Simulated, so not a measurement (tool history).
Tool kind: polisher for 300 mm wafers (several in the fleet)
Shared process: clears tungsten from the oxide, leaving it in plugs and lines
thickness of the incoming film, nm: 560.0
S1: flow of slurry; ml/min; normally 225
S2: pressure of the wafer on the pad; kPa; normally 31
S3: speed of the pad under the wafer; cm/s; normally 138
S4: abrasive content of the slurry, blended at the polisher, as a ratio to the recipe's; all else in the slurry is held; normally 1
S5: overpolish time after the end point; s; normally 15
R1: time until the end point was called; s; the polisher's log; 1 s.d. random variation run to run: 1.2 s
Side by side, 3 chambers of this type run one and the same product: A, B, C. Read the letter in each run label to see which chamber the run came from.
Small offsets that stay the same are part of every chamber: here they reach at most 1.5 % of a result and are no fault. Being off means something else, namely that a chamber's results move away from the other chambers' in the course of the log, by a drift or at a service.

run	day	S1	S2	S3	S4	S5	R1
# day 0.183: chamber C: slurry tank refilled with fresh slurry and peroxide
1B	0.346	225	31	138	1	15	69.929
# day 0.383: chamber B: worn pad replaced by a new one
# day 0.571: chamber A: worn pad replaced by a new one
2A	0.662	225	31	138	1	15	69.99
# day 0.917: chamber C: head pressure recalibrated
3C	0.992	225	31	138	1	15	66.952
4A	1.321	225	31	138	1	15	68.756
5B	1.567	225	31	138	1	15	73.176
# day 1.833: chamber C: slurry blender recalibrated
6C	1.858	225	31	138	1	15	70.456
7B	2.142	225	31	138	1	15	70.568
8C	2.438	225	31	138	1.2	15	68.021
# day 2.579: chamber B: slurry tank refilled with fresh slurry and peroxide
9A	2.792	225	31	138	1.2	15	67.244
# day 2.992: chamber A: slurry tank refilled with fresh slurry and peroxide
10C	3.046	225	31	138	1.2	15	66.031
11B	3.221	275	31	138	1	15	69.697
12A	3.529	275	31	138	1	15	68.641
# day 3.704: chamber B: worn pad replaced by a new one
13C	3.808	275	31	138	1	15	70.482
14B	4.021	225	31	138	1	15	71.088
15A	4.296	225	31	138	1	15	68.661
16B	4.521	225	31	138	1	15	70.986
# day 4.708: chamber C: slurry tank refilled with fresh slurry and peroxide
17C	4.812	225	31	138	1	15	68.984
# day 4.867: chamber C: worn pad replaced by a new one
18A	5.208	225	31	138	1	15	68.961
# day 5.446: chamber C: slurry nozzle cleaned
19A	5.558	225	31	138	1	15	71.2
20B	5.742	225	31	138	1	15	72.465
# day 5.988: chamber A: worn pad replaced by a new one
21C	6.088	225	31	138	1	15	69.697
# day 6.158: chamber A: head pressure recalibrated
# day 6.212: chamber A: slurry tank refilled with fresh slurry and peroxide
22C	6.304	225	31	138	1	15	69.968
23A	6.571	225	31	138	1	15	71.899
24B	6.942	225	31	138	1	15	70.382
# day 7.004: chamber B: worn pad replaced by a new one
25A	7.188	225	31	138	1	15	70.464
26C	7.45	225	31	138	1	15	69.89
# day 7.475: chamber C: slurry blender recalibrated
# day 7.629: chamber B: slurry tank refilled with fresh slurry and peroxide
27B	7.65	225	31	160	1	15	61.41
28A	7.95	225	31	160	1	15	59.547
# day 8.204: chamber B: slurry nozzle cleaned
29B	8.308	225	31	160	1	15	60.295
30C	8.567	225	31	138	1	15	68.419
31A	8.838	225	24.8	138	1	15	86.883
# day 8.942: chamber A: slurry blender recalibrated
32B	9.096	225	24.8	138	1	15	87.974
# day 9.121: chamber C: worn pad replaced by a new one
# day 9.25: chamber C: slurry tank refilled with fresh slurry and peroxide
33C	9.283	225	24.8	138	1	15	88.824
34B	9.462	225	31	138	1	15	71.291
# day 9.55: chamber A: slurry tank refilled with fresh slurry and peroxide
35A	9.858	225	31	138	1	15	70.181
36C	10.208	225	31	138	1	15	71.53
37A	10.388	225	31	138	1	15	69.85
# day 10.567: chamber B: worn pad replaced by a new one
38C	10.675	225	31	122	1	11	77.407
39B	10.933	225	31	122	1	11	81.189
40A	11.267	225	31	122	1	11	78.197
41B	11.633	225	31	138	1	15	71.029
42C	11.933	225	31	138	1	15	72.015

Next, all 3 chambers run the settings below, one line each with question marks for the results. What does each chamber give?
43A	12.221	225	31	138	1	15	?
43B	12.221	225	31	138	1	15	?
43C	12.221	225	31	138	1	15	?

run	R1
43A	69.965
43B	71.05
43C	70.128
